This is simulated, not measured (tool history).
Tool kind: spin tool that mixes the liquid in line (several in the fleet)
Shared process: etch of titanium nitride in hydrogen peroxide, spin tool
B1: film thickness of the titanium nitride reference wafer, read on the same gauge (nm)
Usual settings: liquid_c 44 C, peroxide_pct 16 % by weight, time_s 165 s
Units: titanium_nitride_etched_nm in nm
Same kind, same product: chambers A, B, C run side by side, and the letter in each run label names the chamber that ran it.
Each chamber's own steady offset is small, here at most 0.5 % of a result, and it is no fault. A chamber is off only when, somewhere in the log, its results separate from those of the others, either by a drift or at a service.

run 1A day=0.233 | liquid_c=44 peroxide_pct=16 time_s=165 | B1=140.02 | titanium_nitride_etched_nm=8.3465
run 2C day=0.383 | liquid_c=44 peroxide_pct=16 time_s=165 | B1=139.99 | titanium_nitride_etched_nm=8.417
run 3B day=0.571 | liquid_c=44 peroxide_pct=16 time_s=165 | B1=140.02 | titanium_nitride_etched_nm=8.4578
run 4B day=0.833 | liquid_c=44 peroxide_pct=16 time_s=165 | B1=139.99 | titanium_nitride_etched_nm=8.431
run 5C day=1.112 | liquid_c=44 peroxide_pct=16 time_s=165 | B1=139.94 | titanium_nitride_etched_nm=8.2705
run 6A day=1.375 | liquid_c=44 peroxide_pct=16 time_s=165 | B1=139.94 | titanium_nitride_etched_nm=8.388
run 7B day=1.538 | liquid_c=44 peroxide_pct=16 time_s=135 | B1=140.06 | titanium_nitride_etched_nm=6.8843
run 8C day=1.733 | liquid_c=44 peroxide_pct=16 time_s=135 | B1=140 | titanium_nitride_etched_nm=6.8391
run 9A day=1.983 | liquid_c=44 peroxide_pct=16 time_s=135 | B1=140.02 | titanium_nitride_etched_nm=6.8323
run 10A day=2.262 | liquid_c=44 peroxide_pct=16 time_s=165 | B1=140 | titanium_nitride_etched_nm=8.3173
run 11B day=2.521 | liquid_c=44 peroxide_pct=16 time_s=165 | B1=140.04 | titanium_nitride_etched_nm=8.4077
run 12C day=2.767 | liquid_c=44 peroxide_pct=16 time_s=165 | B1=140.06 | titanium_nitride_etched_nm=8.3437
run 13B day=2.921 | liquid_c=44 peroxide_pct=16 time_s=165 | B1=140 | titanium_nitride_etched_nm=8.3684
run 14C day=3.125 | liquid_c=44 peroxide_pct=16 time_s=165 | B1=139.97 | titanium_nitride_etched_nm=8.3493
run 15A day=3.296 | liquid_c=44 peroxide_pct=16 time_s=165 | B1=139.96 | titanium_nitride_etched_nm=8.4435
run 16A day=3.612 | liquid_c=44 peroxide_pct=16 time_s=165 | B1=140.03 | titanium_nitride_etched_nm=8.2871
run 17C day=3.804 | liquid_c=44 peroxide_pct=16 time_s=165 | B1=139.98 | titanium_nitride_etched_nm=8.3616
run 18B day=4.117 | liquid_c=35 peroxide_pct=16 time_s=90 | B1=140.02 | titanium_nitride_etched_nm=2.3021
run 19B day=4.442 | liquid_c=35 peroxide_pct=16 time_s=90 | B1=140 | titanium_nitride_etched_nm=2.3216
run 20A day=4.7 | liquid_c=35 peroxide_pct=16 time_s=90 | B1=139.99 | titanium_nitride_etched_nm=2.3129
run 21C day=5.004 | liquid_c=35.5 peroxide_pct=16 time_s=165 | B1=140 | titanium_nitride_etched_nm=4.335
run 22C day=5.258 | liquid_c=35.5 peroxide_pct=16 time_s=165 | B1=139.99 | titanium_nitride_etched_nm=4.3157
run 23B day=5.483 | liquid_c=35.5 peroxide_pct=16 time_s=165 | B1=140.01 | titanium_nitride_etched_nm=4.4239
run 24A day=5.7 | liquid_c=44 peroxide_pct=16 time_s=165 | B1=140.01 | titanium_nitride_etched_nm=8.4878
run 25B day=5.962 | liquid_c=44 peroxide_pct=16 time_s=165 | B1=140 | titanium_nitride_etched_nm=8.3979
run 26C day=6.258 | liquid_c=44 peroxide_pct=19.5 time_s=165 | B1=139.97 | titanium_nitride_etched_nm=8.7319
run 27A day=6.542 | liquid_c=44 peroxide_pct=19.5 time_s=165 | B1=139.94 | titanium_nitride_etched_nm=8.7207
run 28A day=6.725 | liquid_c=44 peroxide_pct=19.5 time_s=165 | B1=140 | titanium_nitride_etched_nm=8.8197
run 29C day=6.971 | liquid_c=44 peroxide_pct=16 time_s=165 | B1=140.02 | titanium_nitride_etched_nm=8.3136
run 30B day=7.258 | liquid_c=44 peroxide_pct=16 time_s=165 | B1=140.03 | titanium_nitride_etched_nm=8.3384
run 31C day=7.425 | liquid_c=44 peroxide_pct=16 time_s=165 | B1=139.99 | titanium_nitride_etched_nm=8.4325
run 32B day=7.588 | liquid_c=44 peroxide_pct=16 time_s=165 | B1=140.06 | titanium_nitride_etched_nm=8.5801
run 33A day=7.892 | liquid_c=44 peroxide_pct=16 time_s=165 | B1=140.02 | titanium_nitride_etched_nm=8.3574
run 34A day=8.054 | liquid_c=44 peroxide_pct=16 time_s=165 | B1=140.02 | titanium_nitride_etched_nm=8.3908
run 35C day=8.379 | liquid_c=44 peroxide_pct=14 time_s=135 | B1=140.01 | titanium_nitride_etched_nm=6.7786
run 36B day=8.679 | liquid_c=44 peroxide_pct=14 time_s=135 | B1=139.99 | titanium_nitride_etched_nm=6.6292
run 37B day=8.95 | liquid_c=44 peroxide_pct=14 time_s=135 | B1=140 | titanium_nitride_etched_nm=6.7157
run 38A day=9.125 | liquid_c=49 peroxide_pct=16 time_s=165 | B1=139.99 | titanium_nitride_etched_nm=12.1
run 39C day=9.346 | liquid_c=49 peroxide_pct=16 time_s=165 | B1=139.98 | titanium_nitride_etched_nm=12.122
-- day=9.446 chamber B: thermometer replaced
run 40C day=9.529 | liquid_c=49 peroxide_pct=16 time_s=165 | B1=140.02 | titanium_nitride_etched_nm=12.095
run 41B day=9.746 | liquid_c=44 peroxide_pct=16 time_s=165 | B1=140.03 | titanium_nitride_etched_nm=8.471
run 42A day=10.046 | liquid_c=44 peroxide_pct=16 time_s=165 | B1=140.04 | titanium_nitride_etched_nm=8.3535
run 43A day=10.338 | liquid_c=44 peroxide_pct=16 time_s=165 | B1=140.06 | titanium_nitride_etched_nm=8.4366
run 44B day=10.571 | liquid_c=44 peroxide_pct=16 time_s=165 | B1=140 | titanium_nitride_etched_nm=8.4155

Predict what each chamber gives when all 3 of them run the settings below next.
run 45A day=10.804 | liquid_c=44 peroxide_pct=16 time_s=165 | titanium_nitride_etched_nm=?
run 45B day=10.804 | liquid_c=44 peroxide_pct=16 time_s=165 | titanium_nitride_etched_nm=?
run 45C day=10.804 | liquid_c=44 peroxide_pct=16 time_s=165 | titanium_nitride_etched_nm=?

run=45A titanium_nitride_etched_nm=8.3307
run=45B titanium_nitride_etched_nm=8.4216
run=45C titanium_nitride_etched_nm=8.2847
